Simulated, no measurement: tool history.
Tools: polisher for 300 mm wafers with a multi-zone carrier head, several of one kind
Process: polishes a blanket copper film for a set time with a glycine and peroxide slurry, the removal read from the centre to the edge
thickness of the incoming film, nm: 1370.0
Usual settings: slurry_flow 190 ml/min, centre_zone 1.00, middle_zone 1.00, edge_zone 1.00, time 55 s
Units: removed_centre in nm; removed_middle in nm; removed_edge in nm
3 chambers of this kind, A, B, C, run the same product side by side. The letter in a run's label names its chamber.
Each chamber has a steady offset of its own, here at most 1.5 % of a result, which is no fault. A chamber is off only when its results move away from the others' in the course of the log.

{"run": "1A", "hour": 6.5, "slurry_flow": 190, "centre_zone": 1.0, "middle_zone": 1.0, "edge_zone": 1.0, "time": 55, "removed_centre": 187.75, "removed_middle": 189.99, "removed_edge": 188.83}
{"hour": 9.2, "done": "chamber C: edge zone pressure recalibrated"}
{"hour": 11.4, "done": "chamber B: worn pad replaced by a new one"}
{"run": "2B", "hour": 13.3, "slurry_flow": 190, "centre_zone": 1.0, "middle_zone": 1.0, "edge_zone": 1.0, "time": 55, "removed_centre": 188.77, "removed_middle": 188.18, "removed_edge": 187.59}
{"run": "3C", "hour": 22.9, "slurry_flow": 190, "centre_zone": 1.0, "middle_zone": 1.0, "edge_zone": 1.0, "time": 55, "removed_centre": 186.17, "removed_middle": 186.91, "removed_edge": 184.33}
{"run": "4B", "hour": 30.3, "slurry_flow": 190, "centre_zone": 1.0, "middle_zone": 1.0, "edge_zone": 1.0, "time": 55, "removed_centre": 185.61, "removed_middle": 187.14, "removed_edge": 185.64}
{"run": "5A", "hour": 40.9, "slurry_flow": 190, "centre_zone": 1.0, "middle_zone": 1.0, "edge_zone": 1.0, "time": 55, "removed_centre": 186.95, "removed_middle": 188.81, "removed_edge": 186.08}
{"run": "6C", "hour": 47.2, "slurry_flow": 190, "centre_zone": 1.0, "middle_zone": 1.0, "edge_zone": 1.0, "time": 55, "removed_centre": 186.39, "removed_middle": 186.78, "removed_edge": 182.22}
{"run": "7B", "hour": 54.1, "slurry_flow": 190, "centre_zone": 1.0, "middle_zone": 1.0, "edge_zone": 1.0, "time": 55, "removed_centre": 183.48, "removed_middle": 187.73, "removed_edge": 183.01}
{"hour": 57.3, "done": "chamber C: worn pad replaced by a new one"}
{"run": "8C", "hour": 59.2, "slurry_flow": 190, "centre_zone": 1.0, "middle_zone": 1.0, "edge_zone": 1.0, "time": 55, "removed_centre": 185.91, "removed_middle": 185.53, "removed_edge": 183.27}
{"run": "9A", "hour": 70.1, "slurry_flow": 190, "centre_zone": 0.95, "middle_zone": 1.0, "edge_zone": 1.0, "time": 48, "removed_centre": 152.74, "removed_middle": 166.36, "removed_edge": 161.06}
{"run": "10C", "hour": 80.6, "slurry_flow": 190, "centre_zone": 0.95, "middle_zone": 1.0, "edge_zone": 1.0, "time": 48, "removed_centre": 155.04, "removed_middle": 164.36, "removed_edge": 162.94}
{"hour": 81.4, "done": "chamber B: centre zone pressure recalibrated"}
{"run": "11B", "hour": 88.2, "slurry_flow": 190, "centre_zone": 0.95, "middle_zone": 1.0, "edge_zone": 1.0, "time": 48, "removed_centre": 153.43, "removed_middle": 160.68, "removed_edge": 164.21}
{"run": "12A", "hour": 98.6, "slurry_flow": 190, "centre_zone": 1.0, "middle_zone": 1.0, "edge_zone": 1.0, "time": 55, "removed_centre": 185.27, "removed_middle": 186.26, "removed_edge": 187.78}
{"run": "13C", "hour": 107.2, "slurry_flow": 190, "centre_zone": 1.0, "middle_zone": 1.0, "edge_zone": 1.0, "time": 55, "removed_centre": 183.32, "removed_middle": 182.46, "removed_edge": 190.01}
{"run": "14B", "hour": 118.0, "slurry_flow": 190, "centre_zone": 1.0, "middle_zone": 1.0, "edge_zone": 1.0, "time": 55, "removed_centre": 184.14, "removed_middle": 183.4, "removed_edge": 182.86}
{"run": "15A", "hour": 123.7, "slurry_flow": 190, "centre_zone": 1.0, "middle_zone": 1.0, "edge_zone": 1.0, "time": 55, "removed_centre": 183.39, "removed_middle": 190.77, "removed_edge": 184.99}
{"hour": 126.9, "done": "chamber A: worn pad replaced by a new one"}
{"hour": 127.4, "done": "chamber B: worn pad replaced by a new one"}
{"run": "16B", "hour": 132.3, "slurry_flow": 190, "centre_zone": 1.0, "middle_zone": 1.0, "edge_zone": 1.0, "time": 55, "removed_centre": 185.14, "removed_middle": 185.51, "removed_edge": 182.55}
{"run": "17C", "hour": 139.0, "slurry_flow": 190, "centre_zone": 1.0, "middle_zone": 1.0, "edge_zone": 1.0, "time": 55, "removed_centre": 181.81, "removed_middle": 179.62, "removed_edge": 181.42}
{"hour": 143.4, "done": "chamber C: worn pad replaced by a new one"}
{"run": "18A", "hour": 147.5, "slurry_flow": 190, "centre_zone": 1.0, "middle_zone": 1.0, "edge_zone": 1.0, "time": 63, "removed_centre": 211.31, "removed_middle": 218.37, "removed_edge": 211.36}
{"run": "19B", "hour": 158.0, "slurry_flow": 190, "centre_zone": 1.0, "middle_zone": 1.0, "edge_zone": 1.0, "time": 63, "removed_centre": 211.04, "removed_middle": 211.61, "removed_edge": 214.75}
{"run": "20A", "hour": 164.8, "slurry_flow": 190, "centre_zone": 1.0, "middle_zone": 1.0, "edge_zone": 1.0, "time": 63, "removed_centre": 212.57, "removed_middle": 219.47, "removed_edge": 209.1}
{"run": "21C", "hour": 171.9, "slurry_flow": 190, "centre_zone": 1.0, "middle_zone": 1.0, "edge_zone": 1.0, "time": 55, "removed_centre": 174.02, "removed_middle": 180.5, "removed_edge": 182.89}
{"run": "22B", "hour": 180.7, "slurry_flow": 190, "centre_zone": 1.07, "middle_zone": 1.0, "edge_zone": 0.88, "time": 55, "removed_centre": 200.35, "removed_middle": 184.32, "removed_edge": 175.56}
{"hour": 186.6, "done": "chamber B: edge zone pressure recalibrated"}
{"run": "23C", "hour": 190.1, "slurry_flow": 190, "centre_zone": 1.07, "middle_zone": 1.0, "edge_zone": 0.88, "time": 55, "removed_centre": 194.3, "removed_middle": 175.7, "removed_edge": 169.54}
{"run": "24A", "hour": 195.6, "slurry_flow": 190, "centre_zone": 1.07, "middle_zone": 1.0, "edge_zone": 0.88, "time": 55, "removed_centre": 198.61, "removed_middle": 189.8, "removed_edge": 176.66}
{"run": "25A", "hour": 205.9, "slurry_flow": 155, "centre_zone": 1.0, "middle_zone": 0.89, "edge_zone": 1.0, "time": 55, "removed_centre": 176.71, "removed_middle": 161.54, "removed_edge": 179.15}
{"run": "26B", "hour": 213.4, "slurry_flow": 155, "centre_zone": 1.0, "middle_zone": 0.89, "edge_zone": 1.0, "time": 55, "removed_centre": 178.43, "removed_middle": 158.39, "removed_edge": 182.31}
{"run": "27C", "hour": 223.4, "slurry_flow": 155, "centre_zone": 1.0, "middle_zone": 0.89, "edge_zone": 1.0, "time": 55, "removed_centre": 166.09, "removed_middle": 148.69, "removed_edge": 173.42}
{"hour": 232.7, "done": "chamber C: worn pad replaced by a new one"}
{"run": "28C", "hour": 233.9, "slurry_flow": 190, "centre_zone": 1.0, "middle_zone": 1.0, "edge_zone": 1.0, "time": 41, "removed_centre": 130.96, "removed_middle": 133.01, "removed_edge": 136.95}
{"hour": 238.0, "done": "chamber B: worn pad replaced by a new one"}
{"run": "29B", "hour": 241.2, "slurry_flow": 190, "centre_zone": 1.0, "middle_zone": 1.0, "edge_zone": 1.0, "time": 41, "removed_centre": 139.72, "removed_middle": 137.34, "removed_edge": 139.85}
{"run": "30A", "hour": 251.6, "slurry_flow": 190, "centre_zone": 1.0, "middle_zone": 1.0, "edge_zone": 1.0, "time": 41, "removed_centre": 139.63, "removed_middle": 139.9, "removed_edge": 136.72}
{"run": "31A", "hour": 256.8, "slurry_flow": 190, "centre_zone": 1.0, "middle_zone": 1.0, "edge_zone": 1.0, "time": 55, "removed_centre": 185.39, "removed_middle": 187.8, "removed_edge": 183.32}
{"run": "32C", "hour": 262.7, "slurry_flow": 190, "centre_zone": 1.0, "middle_zone": 1.0, "edge_zone": 1.0, "time": 55, "removed_centre": 171.58, "removed_middle": 172.2, "removed_edge": 173.12}
{"run": "33B", "hour": 269.2, "slurry_flow": 190, "centre_zone": 1.0, "middle_zone": 1.0, "edge_zone": 1.0, "time": 55, "removed_centre": 181.83, "removed_middle": 190.43, "removed_edge": 181.93}

What goes on in this fleet: one chamber off, a drifting gauge, or nothing beyond the chambers' own small offsets? Name the chamber and the cause, if any.

Chamber C drifts away from the others.
Cause: slurry flow missing at the pad, % = 34.3.

Here are 4 candidates for chamber C's next run, each the usual settings with a change, their results left as question marks. Which one brings its results back in line with what the others give on the usual settings?
In line means no further than this from the other chambers' mean on the usual settings: removed_centre 6.70 nm; removed_middle 8.80 nm; removed_edge 7.80 nm
{"run": "34C-1", "hour": 277.1, "slurry_flow": 205, "centre_zone": 1.04, "middle_zone": 1.05, "edge_zone": 0.96, "time": 60, "removed_centre": "?", "removed_middle": "?", "removed_edge": "?"}
{"run": "34C-2", "hour": 277.1, "slurry_flow": 180, "centre_zone": 0.98, "middle_zone": 0.97, "edge_zone": 1.02, "time": 52, "removed_centre": "?", "removed_middle": "?", "removed_edge": "?"}
{"run": "34C-3", "hour": 277.1, "slurry_flow": 200, "centre_zone": 1.02, "middle_zone": 1.03, "edge_zone": 0.98, "time": 58, "removed_centre": "?", "removed_middle": "?", "removed_edge": "?"}
{"run": "34C-4", "hour": 277.1, "slurry_flow": 175, "centre_zone": 0.96, "middle_zone": 0.95, "edge_zone": 1.04, "time": 50, "removed_centre": "?", "removed_middle": "?", "removed_edge": "?"}

The other chambers' mean on the usual settings: removed_centre 185.18 nm; removed_middle 186.55 nm; removed_edge 185.07 nm
run=34C-1 removed_centre=198.96 removed_middle=200.50 removed_edge=189.87
run=34C-2 removed_centre=156.15 removed_middle=157.00 removed_edge=166.58
run=34C-3 removed_centre=187.14 removed_middle=189.45 removed_edge=184.89
run=34C-4 removed_centre=145.62 removed_middle=147.13 removed_edge=161.12
34C-3 brings the chamber back in line.

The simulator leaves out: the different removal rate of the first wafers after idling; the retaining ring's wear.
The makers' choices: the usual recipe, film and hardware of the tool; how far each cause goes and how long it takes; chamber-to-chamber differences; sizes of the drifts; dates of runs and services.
